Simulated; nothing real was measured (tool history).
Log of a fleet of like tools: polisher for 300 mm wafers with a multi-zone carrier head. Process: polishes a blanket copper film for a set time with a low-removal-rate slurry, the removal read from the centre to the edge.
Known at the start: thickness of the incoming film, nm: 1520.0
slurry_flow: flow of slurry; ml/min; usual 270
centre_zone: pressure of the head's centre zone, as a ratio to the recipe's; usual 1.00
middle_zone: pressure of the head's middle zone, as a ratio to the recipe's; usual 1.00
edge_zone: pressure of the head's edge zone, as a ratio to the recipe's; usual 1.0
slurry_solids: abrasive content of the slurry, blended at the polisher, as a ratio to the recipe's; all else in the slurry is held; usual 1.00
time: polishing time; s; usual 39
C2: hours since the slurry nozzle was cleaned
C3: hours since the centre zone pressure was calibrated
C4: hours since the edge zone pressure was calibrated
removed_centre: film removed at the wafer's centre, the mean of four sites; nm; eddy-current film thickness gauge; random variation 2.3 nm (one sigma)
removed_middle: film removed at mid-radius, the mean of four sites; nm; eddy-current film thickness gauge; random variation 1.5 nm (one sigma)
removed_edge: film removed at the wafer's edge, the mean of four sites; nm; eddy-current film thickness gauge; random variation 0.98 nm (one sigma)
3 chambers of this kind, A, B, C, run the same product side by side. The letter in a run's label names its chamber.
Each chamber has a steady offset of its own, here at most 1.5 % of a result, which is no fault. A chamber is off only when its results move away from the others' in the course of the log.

{"run": "1B", "hour": 8.4, "slurry_flow": 270, "centre_zone": 1.0, "middle_zone": 1.0, "edge_zone": 1.0, "slurry_solids": 1.0, "time": 39, "wafers polished on this pad": 114, "C2": 113.9, "C3": 592.8, "C4": 403.7, "removed_centre": 153.62, "removed_middle": 149.24, "removed_edge": 155.24}
{"run": "2A", "hour": 15.2, "slurry_flow": 270, "centre_zone": 1.0, "middle_zone": 1.0, "edge_zone": 1.0, "slurry_solids": 1.0, "time": 39, "wafers polished on this pad": 905, "C2": 29.7, "C3": 289.0, "C4": 716.7, "removed_centre": 148.85, "removed_middle": 153.6, "removed_edge": 150.98}
{"run": "3C", "hour": 25.8, "slurry_flow": 270, "centre_zone": 1.0, "middle_zone": 1.0, "edge_zone": 1.0, "slurry_solids": 1.0, "time": 39, "wafers polished on this pad": 272, "C2": 72.0, "C3": 410.4, "C4": 668.3, "removed_centre": 156.19, "removed_middle": 154.55, "removed_edge": 153.66}
{"run": "4A", "hour": 36.1, "slurry_flow": 270, "centre_zone": 1.0, "middle_zone": 1.0, "edge_zone": 1.0, "slurry_solids": 1.0, "time": 39, "wafers polished on this pad": 1051, "C2": 50.6, "C3": 309.9, "C4": 737.6, "removed_centre": 152.11, "removed_middle": 153.67, "removed_edge": 150.13}
{"run": "5C", "hour": 43.8, "slurry_flow": 270, "centre_zone": 1.0, "middle_zone": 1.0, "edge_zone": 1.0, "slurry_solids": 1.0, "time": 39, "wafers polished on this pad": 398, "C2": 90.0, "C3": 428.4, "C4": 686.3, "removed_centre": 154.32, "removed_middle": 155.07, "removed_edge": 152.11}
{"run": "6B", "hour": 49.3, "slurry_flow": 270, "centre_zone": 1.0, "middle_zone": 1.0, "edge_zone": 1.0, "slurry_solids": 1.0, "time": 39, "wafers polished on this pad": 400, "C2": 154.8, "C3": 633.7, "C4": 444.6, "removed_centre": 150.63, "removed_middle": 150.96, "removed_edge": 154.49}
{"run": "7A", "hour": 56.6, "slurry_flow": 270, "centre_zone": 1.0, "middle_zone": 1.0, "edge_zone": 1.0, "slurry_solids": 1.0, "time": 39, "wafers polished on this pad": 1195, "C2": 71.1, "C3": 330.4, "C4": 758.1, "removed_centre": 151.12, "removed_middle": 153.64, "removed_edge": 150.7}
{"hour": 62.6, "done": "chamber B: edge zone pressure recalibrated"}
{"run": "8B", "hour": 63.0, "slurry_flow": 270, "centre_zone": 1.0, "middle_zone": 1.0, "edge_zone": 1.0, "slurry_solids": 1.0, "time": 39, "wafers polished on this pad": 496, "C2": 168.5, "C3": 647.4, "C4": 0.4, "removed_centre": 152.52, "removed_middle": 151.24, "removed_edge": 153.3}
{"hour": 64.0, "done": "chamber A: worn pad replaced by a new one"}
{"run": "9C", "hour": 72.6, "slurry_flow": 270, "centre_zone": 1.0, "middle_zone": 1.0, "edge_zone": 1.0, "slurry_solids": 1.0, "time": 39, "wafers polished on this pad": 600, "C2": 118.8, "C3": 457.2, "C4": 715.1, "removed_centre": 154.27, "removed_middle": 152.37, "removed_edge": 155.53}
{"run": "10C", "hour": 80.7, "slurry_flow": 270, "centre_zone": 1.0, "middle_zone": 1.0, "edge_zone": 1.0, "slurry_solids": 1.0, "time": 39, "wafers polished on this pad": 657, "C2": 126.9, "C3": 465.3, "C4": 723.2, "removed_centre": 154.92, "removed_middle": 155.41, "removed_edge": 153.47}
{"run": "11A", "hour": 86.4, "slurry_flow": 270, "centre_zone": 1.0, "middle_zone": 1.0, "edge_zone": 1.0, "slurry_solids": 1.0, "time": 39, "wafers polished on this pad": 157, "C2": 100.9, "C3": 360.2, "C4": 787.9, "removed_centre": 148.37, "removed_middle": 151.34, "removed_edge": 151.09}
{"run": "12B", "hour": 92.5, "slurry_flow": 305, "centre_zone": 1.0, "middle_zone": 1.0, "edge_zone": 1.0, "slurry_solids": 1.0, "time": 39, "wafers polished on this pad": 703, "C2": 198.0, "C3": 676.9, "C4": 29.9, "removed_centre": 152.03, "removed_middle": 154.44, "removed_edge": 157.9}
{"run": "13C", "hour": 103.5, "slurry_flow": 305, "centre_zone": 1.0, "middle_zone": 1.0, "edge_zone": 1.0, "slurry_solids": 1.0, "time": 39, "wafers polished on this pad": 816, "C2": 149.7, "C3": 488.1, "C4": 746.0, "removed_centre": 158.58, "removed_middle": 156.05, "removed_edge": 155.62}
{"hour": 114.4, "done": "chamber B: worn pad replaced by a new one"}
{"run": "14A", "hour": 114.6, "slurry_flow": 305, "centre_zone": 1.0, "middle_zone": 1.0, "edge_zone": 1.0, "slurry_solids": 1.0, "time": 39, "wafers polished on this pad": 354, "C2": 129.1, "C3": 388.4, "C4": 816.1, "removed_centre": 151.55, "removed_middle": 155.52, "removed_edge": 152.45}
{"run": "15B", "hour": 122.9, "slurry_flow": 270, "centre_zone": 1.0, "middle_zone": 1.0, "edge_zone": 1.0, "slurry_solids": 1.0, "time": 39, "wafers polished on this pad": 60, "C2": 228.4, "C3": 707.3, "C4": 60.3, "removed_centre": 156.08, "removed_middle": 151.84, "removed_edge": 153.64}
{"run": "16C", "hour": 134.3, "slurry_flow": 270, "centre_zone": 1.0, "middle_zone": 1.0, "edge_zone": 1.0, "slurry_solids": 1.0, "time": 39, "wafers polished on this pad": 1032, "C2": 180.5, "C3": 518.9, "C4": 776.8, "removed_centre": 152.53, "removed_middle": 155.87, "removed_edge": 155.39}
{"run": "17B", "hour": 140.5, "slurry_flow": 270, "centre_zone": 1.0, "middle_zone": 1.0, "edge_zone": 1.0, "slurry_solids": 1.0, "time": 39, "wafers polished on this pad": 183, "C2": 246.0, "C3": 724.9, "C4": 77.9, "removed_centre": 154.54, "removed_middle": 152.87, "removed_edge": 152.33}
{"run": "18A", "hour": 145.8, "slurry_flow": 270, "centre_zone": 1.0, "middle_zone": 1.0, "edge_zone": 1.0, "slurry_solids": 1.0, "time": 39, "wafers polished on this pad": 573, "C2": 160.3, "C3": 419.6, "C4": 847.3, "removed_centre": 146.22, "removed_middle": 152.27, "removed_edge": 152.55}
{"run": "19C", "hour": 157.4, "slurry_flow": 270, "centre_zone": 1.0, "middle_zone": 1.0, "edge_zone": 1.0, "slurry_solids": 1.0, "time": 39, "wafers polished on this pad": 1194, "C2": 203.6, "C3": 542.0, "C4": 799.9, "removed_centre": 153.42, "removed_middle": 156.59, "removed_edge": 153.69}
{"hour": 160.5, "done": "chamber C: centre zone pressure recalibrated"}
{"run": "20B", "hour": 167.1, "slurry_flow": 270, "centre_zone": 1.0, "middle_zone": 1.0, "edge_zone": 1.0, "slurry_solids": 1.15, "time": 39, "wafers polished on this pad": 369, "C2": 272.6, "C3": 751.5, "C4": 104.5, "removed_centre": 158.93, "removed_middle": 157.58, "removed_edge": 159.26}
{"run": "21A", "hour": 175.4, "slurry_flow": 270, "centre_zone": 1.0, "middle_zone": 1.0, "edge_zone": 1.0, "slurry_solids": 1.15, "time": 39, "wafers polished on this pad": 780, "C2": 189.9, "C3": 449.2, "C4": 876.9, "removed_centre": 151.82, "removed_middle": 157.21, "removed_edge": 157.52}
{"run": "22C", "hour": 182.6, "slurry_flow": 270, "centre_zone": 1.0, "middle_zone": 1.0, "edge_zone": 1.0, "slurry_solids": 1.15, "time": 39, "wafers polished on this pad": 1370, "C2": 228.8, "C3": 22.1, "C4": 825.1, "removed_centre": 156.1, "removed_middle": 159.7, "removed_edge": 159.4}
{"run": "23B", "hour": 189.1, "slurry_flow": 270, "centre_zone": 1.0, "middle_zone": 1.0, "edge_zone": 1.0, "slurry_solids": 1.0, "time": 39, "wafers polished on this pad": 523, "C2": 294.6, "C3": 773.5, "C4": 126.5, "removed_centre": 150.87, "removed_middle": 153.35, "removed_edge": 152.9}
{"hour": 193.1, "done": "chamber C: worn pad replaced by a new one"}
{"run": "24A", "hour": 198.8, "slurry_flow": 270, "centre_zone": 1.0, "middle_zone": 0.94, "edge_zone": 1.1, "slurry_solids": 1.0, "time": 39, "wafers polished on this pad": 944, "C2": 213.3, "C3": 472.6, "C4": 900.3, "removed_centre": 143.05, "removed_middle": 146.59, "removed_edge": 160.62}
{"run": "25C", "hour": 204.7, "slurry_flow": 270, "centre_zone": 1.0, "middle_zone": 0.94, "edge_zone": 1.1, "slurry_solids": 1.0, "time": 39, "wafers polished on this pad": 81, "C2": 250.9, "C3": 44.2, "C4": 847.2, "removed_centre": 154.29, "removed_middle": 147.51, "removed_edge": 160.89}
{"run": "26B", "hour": 210.3, "slurry_flow": 270, "centre_zone": 1.0, "middle_zone": 0.94, "edge_zone": 1.1, "slurry_solids": 1.0, "time": 39, "wafers polished on this pad": 672, "C2": 315.8, "C3": 794.7, "C4": 147.7, "removed_centre": 150.93, "removed_middle": 144.85, "removed_edge": 161.64}
{"hour": 218.4, "done": "chamber B: worn pad replaced by a new one"}
{"run": "27A", "hour": 220.2, "slurry_flow": 270, "centre_zone": 1.0, "middle_zone": 1.0, "edge_zone": 1.0, "slurry_solids": 1.0, "time": 39, "wafers polished on this pad": 1094, "C2": 234.7, "C3": 494.0, "C4": 921.7, "removed_centre": 142.09, "removed_middle": 152.07, "removed_edge": 149.83}
{"hour": 221.1, "done": "chamber A: slurry nozzle cleaned"}
{"run": "28A", "hour": 225.6, "slurry_flow": 270, "centre_zone": 1.0, "middle_zone": 1.0, "edge_zone": 1.0, "slurry_solids": 1.0, "time": 39, "wafers polished on this pad": 1132, "C2": 4.6, "C3": 499.4, "C4": 927.1, "removed_centre": 142.43, "removed_middle": 155.37, "removed_edge": 150.03}
{"run": "29C", "hour": 232.6, "slurry_flow": 270, "centre_zone": 0.95, "middle_zone": 0.92, "edge_zone": 1.0, "slurry_solids": 1.0, "time": 39, "wafers polished on this pad": 276, "C2": 278.8, "C3": 72.1, "C4": 875.1, "removed_centre": 148.69, "removed_middle": 143.41, "removed_edge": 156.12}
{"run": "30B", "hour": 243.5, "slurry_flow": 270, "centre_zone": 0.95, "middle_zone": 0.92, "edge_zone": 1.0, "slurry_solids": 1.0, "time": 39, "wafers polished on this pad": 176, "C2": 349.0, "C3": 827.9, "C4": 180.9, "removed_centre": 148.67, "removed_middle": 141.89, "removed_edge": 153.21}
{"hour": 243.7, "done": "chamber A: worn pad replaced by a new one"}
{"run": "31A", "hour": 249.0, "slurry_flow": 270, "centre_zone": 0.95, "middle_zone": 0.92, "edge_zone": 1.0, "slurry_solids": 1.0, "time": 39, "wafers polished on this pad": 37, "C2": 28.0, "C3": 522.8, "C4": 950.5, "removed_centre": 136.12, "removed_middle": 141.63, "removed_edge": 153.01}
{"run": "32B", "hour": 256.0, "slurry_flow": 270, "centre_zone": 1.0, "middle_zone": 1.0, "edge_zone": 1.0, "slurry_solids": 1.0, "time": 39, "wafers polished on this pad": 263, "C2": 361.5, "C3": 840.4, "C4": 193.4, "removed_centre": 153.52, "removed_middle": 151.37, "removed_edge": 152.32}
{"run": "33C", "hour": 265.7, "slurry_flow": 190, "centre_zone": 0.95, "middle_zone": 1.0, "edge_zone": 1.0, "slurry_solids": 1.0, "time": 39, "wafers polished on this pad": 508, "C2": 311.9, "C3": 105.2, "C4": 908.2, "removed_centre": 141.07, "removed_middle": 148.28, "removed_edge": 149.4}
{"run": "34C", "hour": 276.9, "slurry_flow": 190, "centre_zone": 0.95, "middle_zone": 1.0, "edge_zone": 1.0, "slurry_solids": 1.0, "time": 39, "wafers polished on this pad": 587, "C2": 323.1, "C3": 116.4, "C4": 919.4, "removed_centre": 137.5, "removed_middle": 150.06, "removed_edge": 150.12}
{"run": "35A", "hour": 285.5, "slurry_flow": 190, "centre_zone": 0.95, "middle_zone": 1.0, "edge_zone": 1.0, "slurry_solids": 1.0, "time": 39, "wafers polished on this pad": 293, "C2": 64.5, "C3": 559.3, "C4": 987.0, "removed_centre": 127.71, "removed_middle": 147.42, "removed_edge": 145.54}
{"run": "36B", "hour": 291.2, "slurry_flow": 270, "centre_zone": 1.0, "middle_zone": 1.0, "edge_zone": 1.0, "slurry_solids": 1.0, "time": 39, "wafers polished on this pad": 510, "C2": 396.7, "C3": 875.6, "C4": 228.6, "removed_centre": 153.85, "removed_middle": 151.52, "removed_edge": 155.51}
{"run": "37A", "hour": 301.5, "slurry_flow": 270, "centre_zone": 1.0, "middle_zone": 1.0, "edge_zone": 1.0, "slurry_solids": 1.0, "time": 39, "wafers polished on this pad": 405, "C2": 80.5, "C3": 575.3, "C4": 1003.0, "removed_centre": 141.61, "removed_middle": 155.8, "removed_edge": 150.55}
{"run": "38C", "hour": 309.5, "slurry_flow": 315, "centre_zone": 1.0, "middle_zone": 1.0, "edge_zone": 1.0, "slurry_solids": 1.2, "time": 39, "wafers polished on this pad": 815, "C2": 355.7, "C3": 149.0, "C4": 952.0, "removed_centre": 165.72, "removed_middle": 162.53, "removed_edge": 161.53}
{"run": "39B", "hour": 319.0, "slurry_flow": 315, "centre_zone": 1.0, "middle_zone": 1.0, "edge_zone": 1.0, "slurry_solids": 1.2, "time": 39, "wafers polished on this pad": 705, "C2": 424.5, "C3": 903.4, "C4": 256.4, "removed_centre": 163.48, "removed_middle": 162.81, "removed_edge": 160.79}
{"run": "40B", "hour": 329.3, "slurry_flow": 315, "centre_zone": 1.0, "middle_zone": 1.0, "edge_zone": 1.0, "slurry_solids": 1.2, "time": 39, "wafers polished on this pad": 777, "C2": 434.8, "C3": 913.7, "C4": 266.7, "removed_centre": 157.37, "removed_middle": 161.5, "removed_edge": 162.9}
{"run": "41C", "hour": 340.4, "slurry_flow": 270, "centre_zone": 1.0, "middle_zone": 1.0, "edge_zone": 1.0, "slurry_solids": 1.0, "time": 39, "wafers polished on this pad": 1031, "C2": 386.6, "C3": 179.9, "C4": 982.9, "removed_centre": 155.67, "removed_middle": 154.68, "removed_edge": 154.32}
{"run": "42A", "hour": 346.8, "slurry_flow": 270, "centre_zone": 1.0, "middle_zone": 1.0, "edge_zone": 1.0, "slurry_solids": 1.0, "time": 39, "wafers polished on this pad": 722, "C2": 125.8, "C3": 620.6, "C4": 1048.3, "removed_centre": 139.72, "removed_middle": 151.96, "removed_edge": 149.0}
{"run": "43A", "hour": 356.5, "slurry_flow": 270, "centre_zone": 1.0, "middle_zone": 1.0, "edge_zone": 1.0, "slurry_solids": 1.0, "time": 39, "wafers polished on this pad": 790, "C2": 135.5, "C3": 630.3, "C4": 1058.0, "removed_centre": 137.35, "removed_middle": 150.82, "removed_edge": 152.11}

All 3 chambers run these settings next. Forecast each chamber's results:
{"run": "44A", "hour": 364.8, "slurry_flow": 270, "centre_zone": 1.04, "middle_zone": 1.0, "edge_zone": 1.0, "slurry_solids": 1.0, "time": 39, "removed_centre": "?", "removed_middle": "?", "removed_edge": "?"}
{"run": "44B", "hour": 364.8, "slurry_flow": 270, "centre_zone": 1.04, "middle_zone": 1.0, "edge_zone": 1.0, "slurry_solids": 1.0, "time": 39, "removed_centre": "?", "removed_middle": "?", "removed_edge": "?"}
{"run": "44C", "hour": 364.8, "slurry_flow": 270, "centre_zone": 1.04, "middle_zone": 1.0, "edge_zone": 1.0, "slurry_solids": 1.0, "time": 39, "removed_centre": "?", "removed_middle": "?", "removed_edge": "?"}

run=44A removed_centre=141.81 removed_middle=152.74 removed_edge=150.43
run=44B removed_centre=159.22 removed_middle=153.55 removed_edge=154.07
run=44C removed_centre=160.62 removed_middle=158.95 removed_edge=153.92
